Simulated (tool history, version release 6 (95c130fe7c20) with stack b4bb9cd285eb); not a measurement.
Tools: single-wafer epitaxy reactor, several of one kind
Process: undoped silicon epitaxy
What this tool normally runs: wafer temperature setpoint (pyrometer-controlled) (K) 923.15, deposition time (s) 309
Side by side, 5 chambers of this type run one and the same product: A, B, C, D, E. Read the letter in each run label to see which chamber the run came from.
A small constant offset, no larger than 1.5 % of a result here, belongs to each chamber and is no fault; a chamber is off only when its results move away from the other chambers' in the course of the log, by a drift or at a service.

run,day,wafer temperature setpoint (pyrometer-controlled) (K),deposition time (s),hours since the last pyrometer calibration,"read-back reference wafer on the same gauge, thickness_nm",mean film thickness on the monitor wafer (angstrom)
1A,0.342,923.15,309,417.4,61.382,517.37
2D,0.675,923.15,309,924,61.412,521.23
3E,0.975,923.15,309,217.8,61.387,519.42
4C,1.417,923.15,309,1941.2,61.394,515.54
5B,1.7,923.15,329,526.7,61.406,560.54
6D,2.025,923.15,329,956.4,61.397,555.69
7B,2.496,923.15,329,545.8,61.387,558.36
8A,2.792,923.15,329,476.2,61.385,552.56
9C,3.258,923.15,329,1985.4,61.396,547.21
10E,3.796,923.15,309,285.5,61.455,518.58
11D,4.283,923.15,309,1010.6,61.403,518.08
12C,4.721,923.15,309,2020.5,61.432,517.92
13B,5.142,923.15,309,609.3,61.468,525.04
14E,5.4,923.15,309,324,61.401,518.38
15A,5.904,923.15,309,550.9,61.41,519.64
16C,6.238,923.15,309,2056.9,61.416,512.04
17A,6.771,923.15,309,571.7,61.4,516.08
# day 7.096: chamber C: pyrometer calibrated
18E,7.258,923.15,309,368.6,61.394,520.45
19B,7.529,923.15,309,666.6,61.42,525.34
20D,8.017,923.15,309,1100.2,61.39,520.68
21C,8.496,923.15,309,33.6,61.339,501.93
22B,8.908,923.15,309,699.7,61.409,523.61
23E,9.221,923.15,309,415.7,61.399,518.56
24A,9.679,923.15,309,641.5,61.405,521.3
25D,10.012,923.15,309,1148.1,61.382,521.23
26A,10.396,923.15,309,658.7,61.364,520.15
27D,10.917,923.15,309,1169.8,61.433,519.66
28E,11.154,923.15,309,462.1,61.403,518.67
29C,11.408,923.15,309,103.5,61.407,504.01
30B,11.908,923.15,309,771.7,61.397,525.47
31B,12.371,923.15,309,782.8,61.419,526.01
32D,12.779,923.15,309,1214.5,61.426,519.84
33E,13.138,923.15,309,509.7,61.349,519.5
34C,13.546,923.15,261,154.8,61.346,424.71
35A,14.008,923.15,261,745.4,61.444,436.7
36D,14.421,923.15,261,1253.9,61.402,437.91
37A,14.962,923.15,261,768.3,61.389,437.42
38C,15.433,923.15,261,200.1,61.376,425.57
39B,15.946,913.15,368,868.6,61.405,501.54
40E,16.267,913.15,368,584.8,61.383,496.97
41E,16.604,913.15,368,592.9,61.399,497.94

One chamber off, gauge drift, or nothing amiss beyond the chambers' own small offsets? If it is a chamber, which one, and what is the likeliest cause?

A service on chamber C put it out of line with the rest.
Cause: wafer temperature below the value expected at the setpoint (K) = 1.03.

Here are 4 candidates for chamber C's next run, each the usual settings with a change, their results left as question marks. Which one brings its results back in line with what the others give on the usual settings?
To be in line, a result may differ from the other chambers' mean on the usual settings by at most: mean film thickness on the monitor wafer (angstrom) 4.5
42C-1,16.996,923.15,313,,,?
42C-2,16.996,923.15,305,,,?
42C-3,16.996,923.15,319,,,?
42C-4,16.996,922.15,306,,,?

The mean the other chambers reach with the usual settings: mean film thickness on the monitor wafer (angstrom) 520.64
run,mean film thickness on the monitor wafer (angstrom)
42C-1,510.1
42C-2,497.06
42C-3,519.88
42C-4,487.97
It is 42C-3 that realigns the chamber with its peers.

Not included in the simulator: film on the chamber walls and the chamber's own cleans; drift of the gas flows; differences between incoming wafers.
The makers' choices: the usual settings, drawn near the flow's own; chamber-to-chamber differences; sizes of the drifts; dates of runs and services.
